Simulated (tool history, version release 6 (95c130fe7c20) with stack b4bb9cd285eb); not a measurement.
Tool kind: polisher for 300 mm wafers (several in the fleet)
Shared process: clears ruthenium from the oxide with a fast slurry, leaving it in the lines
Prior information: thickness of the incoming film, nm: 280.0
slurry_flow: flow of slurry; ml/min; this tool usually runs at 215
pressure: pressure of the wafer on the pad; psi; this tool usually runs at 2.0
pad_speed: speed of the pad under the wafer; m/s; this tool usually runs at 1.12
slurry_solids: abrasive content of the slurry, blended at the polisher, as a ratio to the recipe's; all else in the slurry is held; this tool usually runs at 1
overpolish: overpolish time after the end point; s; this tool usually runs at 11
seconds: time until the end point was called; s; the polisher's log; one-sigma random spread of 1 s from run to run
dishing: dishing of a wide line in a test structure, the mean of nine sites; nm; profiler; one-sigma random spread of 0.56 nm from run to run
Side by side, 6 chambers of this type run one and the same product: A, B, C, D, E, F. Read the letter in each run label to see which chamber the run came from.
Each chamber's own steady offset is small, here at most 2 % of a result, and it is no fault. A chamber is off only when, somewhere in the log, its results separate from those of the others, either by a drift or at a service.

run   hour  slurry_flow  pressure  pad_speed  slurry_solids  overpolish  seconds  dishing
 1B    6.2          215       2.0       1.12              1          11   74.539   23.715
 2A   12.9          215       2.0       1.12              1          11   70.575   23.593
      14.0  -- chamber A: head pressure recalibrated
 3C   17.8          215       2.0       1.12              1          11   71.015   23.310
 4E   22.5          215       2.0       1.12              1          11   72.708   23.766
      23.8  -- chamber E: worn pad replaced by a new one
 5F   28.5          215       2.0       1.40              1          14   57.885   28.760
      30.4  -- chamber F: worn pad replaced by a new one
      30.9  -- chamber A: worn pad replaced by a new one
 6D   34.3          215       2.0       1.40              1          14   56.910   28.561
      36.4  -- chamber C: worn pad replaced by a new one
 7C   39.9          215       2.0       1.40              1          14   57.627   29.033
 8F   44.3          215       2.0       1.40              1          14   57.907   27.995
 9A   49.4          215       2.0       1.40              1          14   57.719   29.929
10B   53.8          215       2.0       1.40              1          14   58.632   28.393
11E   59.8          215       2.0       1.12              1          11   72.163   23.662
12D   64.4          215       2.0       1.12              1          11   73.254   23.311
13D   67.6          215       2.0       1.12              1          11   74.119   25.126
      68.7  -- chamber D: worn pad replaced by a new one
      69.7  -- chamber B: worn pad replaced by a new one
14C   72.2          215       2.0       1.12              1          11   72.609   23.713
15F   75.5          215       2.0       1.12              1          11   71.206   23.472
16E   78.7          215       2.0       1.12              1          11   71.937   23.664
17A   84.2          215       2.0       1.12              1          11   72.901   24.014
      87.8  -- chamber E: worn pad replaced by a new one
18B   91.3          215       2.0       1.12              1          11   73.481   23.623
      92.5  -- chamber A: worn pad replaced by a new one
19B   95.3          215       2.0       1.12              1          11   74.724   24.336
20D   98.4          215       2.0       1.12              1          11   72.190   23.936
     101.4  -- chamber E: slurry blender recalibrated
21F  103.1          215       2.0       1.12              1          11   71.310   23.753
22E  107.5          215       2.0       1.12              1          11   73.819   23.986
23A  111.0          215       2.0       1.12              1          11   71.692   23.377
24C  114.4          215       2.0       1.12              1          11   72.768   23.442
     117.3  -- chamber F: worn pad replaced by a new one
25D  121.7          215       2.0       1.12              1          11   70.988   24.410
26A  125.7          215       2.0       1.12              1          11   70.880   23.966
27E  129.6          215       2.0       1.12              1          11   72.023   23.557
     131.3  -- chamber A: slurry blender recalibrated
28F  133.0          215       2.0       1.12              1          11   73.793   23.007
29C  137.9          215       2.0       1.12              1          11   72.539   23.495
     138.7  -- chamber F: slurry blender recalibrated
     138.9  -- chamber C: worn pad replaced by a new one
     141.0  -- chamber D: worn pad replaced by a new one
     142.1  -- chamber B: worn pad replaced by a new one
30B  142.6          215       2.0       1.12              1          11   74.850   23.627
     142.7  -- chamber E: worn pad replaced by a new one
31B  149.0          215       2.0       1.12              1          11   74.097   23.187
32A  156.2          215       2.0       1.12              1          11   73.479   24.300
33C  160.4          215       2.0       1.12              1          11   72.600   24.188
34F  163.8          215       2.0       1.12              1          16   72.953   28.548
35E  169.0          215       2.0       1.12              1          16   71.313   28.107
36D  173.2          215       2.0       1.12              1          16   73.263   27.856

Each of the 6 chambers runs these same settings next. Fill in every chamber's results:
37A  178.3          215       2.2       1.12              1          11        ?        ?
37B  178.3          215       2.2       1.12              1          11        ?        ?
37C  178.3          215       2.2       1.12              1          11        ?        ?
37D  178.3          215       2.2       1.12              1          11        ?        ?
37E  178.3          215       2.2       1.12              1          11        ?        ?
37F  178.3          215       2.2       1.12              1          11        ?        ?

run  seconds  dishing
37A   66.490   23.998
37B   67.688   25.457
37C   66.759   25.095
37D   65.929   24.695
37E   66.291   25.175
37F   64.980   24.577
